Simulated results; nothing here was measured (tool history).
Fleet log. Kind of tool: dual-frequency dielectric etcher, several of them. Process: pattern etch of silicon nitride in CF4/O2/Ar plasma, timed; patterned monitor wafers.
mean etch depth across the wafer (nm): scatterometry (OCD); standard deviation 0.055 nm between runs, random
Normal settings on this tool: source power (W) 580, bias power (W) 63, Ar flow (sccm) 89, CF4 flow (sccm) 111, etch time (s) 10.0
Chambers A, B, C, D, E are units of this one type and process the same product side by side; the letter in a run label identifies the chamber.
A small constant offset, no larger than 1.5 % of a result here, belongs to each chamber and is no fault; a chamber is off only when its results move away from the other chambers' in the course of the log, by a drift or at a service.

run   hour  source power (W)  bias power (W)  Ar flow (sccm)  CF4 flow (sccm)  etch time (s)  read-back reference wafer on the same gauge, depth_nm  mean etch depth across the wafer (nm)
 1E    9.0               580              63              89              111           10.0                                                 19.410                                 23.981
 2B   17.8               580              63              89              111           10.0                                                 19.404                                 24.270
 3D   22.9               580              63              89              111           10.0                                                 19.398                                 24.017
 4C   30.2               580              63              89              111           10.0                                                 19.402                                 24.161
 5A   41.1               580              63              89              111           10.0                                                 19.395                                 24.502
 6C   49.7               580              63              89              111           10.0                                                 19.406                                 24.110
 7E   58.8               580              63              89              111            8.5                                                 19.402                                 20.390
 8B   64.0               580              63              89              111            8.5                                                 19.402                                 20.685
 9A   71.9               580              63              89              111            8.5                                                 19.403                                 20.880
10D   83.1               580              63              89              111            8.5                                                 19.404                                 20.460
11C   94.2               580              63              89              111            8.5                                                 19.400                                 20.562
12D  101.8               580              63              89              111           10.0                                                 19.395                                 24.062
13A  111.6               580              63              89              111           10.0                                                 19.386                                 24.459
14B  117.0               580              63              89              111           10.0                                                 19.414                                 24.233
     117.7  -- chamber C: wet clean of the chamber
15E  122.5               580              69              89              123           10.0                                                 19.399                                 25.033
     123.9  -- chamber D: source power generator calibrated
16E  128.4               580              69              89              123           10.0                                                 19.398                                 24.969
17A  136.6               580              69              89              123           10.0                                                 19.412                                 25.586
18C  144.8               580              69              89              123           10.0                                                 19.387                                 25.274
     149.5  -- chamber A: source power generator calibrated
19D  155.5               580              69              89              123           10.0                                                 19.415                                 25.867
20B  163.9               580              63              89              111           10.0                                                 19.405                                 24.246
21C  171.5               580              63              89              111           10.0                                                 19.395                                 24.128
22D  180.5               580              63              89              111           10.0                                                 19.397                                 24.689
23B  189.5               580              63              89              111           10.0                                                 19.386                                 24.245
24A  200.7               580              63              89              111           10.0                                                 19.412                                 24.419
     208.3  -- chamber D: wet clean of the chamber
25E  208.9               580              63              89              111           10.0                                                 19.404                                 23.925
26B  217.0               720              63              89              111           10.0                                                 19.407                                 29.329
     224.8  -- chamber E: wet clean of the chamber
27D  227.7               720              63              89              111           10.0                                                 19.406                                 29.770
28C  234.9               720              63              89              111           10.0                                                 19.406                                 29.091
29E  246.1               720              63              89              111           10.0                                                 19.401                                 28.910
30A  252.1               720              63              89              111           10.0                                                 19.411                                 29.358
     252.3  -- chamber A: Ar flow controller replaced
31E  262.5               580              63              89              111           10.0                                                 19.394                                 23.906
32A  268.0               580              63              89              111           10.0                                                 19.412                                 24.445
33B  277.7               580              63              89              111           10.0                                                 19.403                                 24.327
34D  282.7               580              63             107              111           10.0                                                 19.401                                 24.125
35C  290.9               580              63             107              111           10.0                                                 19.396                                 23.682
36A  297.2               580              63             107              111           10.0                                                 19.403                                 24.021
37D  307.8               580              63             107              111           10.0                                                 19.396                                 24.184
38E  314.6               580              63             107              111           10.0                                                 19.397                                 23.391
39B  324.0               580              63              89              111           10.0                                                 19.407                                 24.233

Is one chamber off against the others, does the gauge drift, or is nothing wrong? If a chamber is off, say which, and what the likeliest cause is.

After it was serviced, chamber D no longer matches the other chambers.
Likeliest cause: source power that arrives over what is set, % = 2.93.

Below are 4 candidate recipes for chamber D's next run, each the usual settings with a change, their results shown as question marks. Which of them brings D's results back in line with what the other chambers give on the usual settings?
A result is in line if it is within this distance of the other chambers' mean on the usual settings: mean etch depth across the wafer (nm) 0.190
40D-1  332.3               580              66              88              112           10.0                                                                                             ?
40D-2  332.3               580              63              83              111           10.0                                                                                             ?
40D-3  332.3               580              62              89              111           10.0                                                                                             ?
40D-4  332.3               580              63              89               93           10.0                                                                                             ?

What the other chambers average on the usual settings: mean etch depth across the wafer (nm) 24.196
  run  mean etch depth across the wafer (nm)
40D-1                                 25.205
40D-2                                 24.896
40D-3                                 24.566
40D-4                                 24.237
40D-4 is the one that brings the chamber's results back in line with the other chambers.
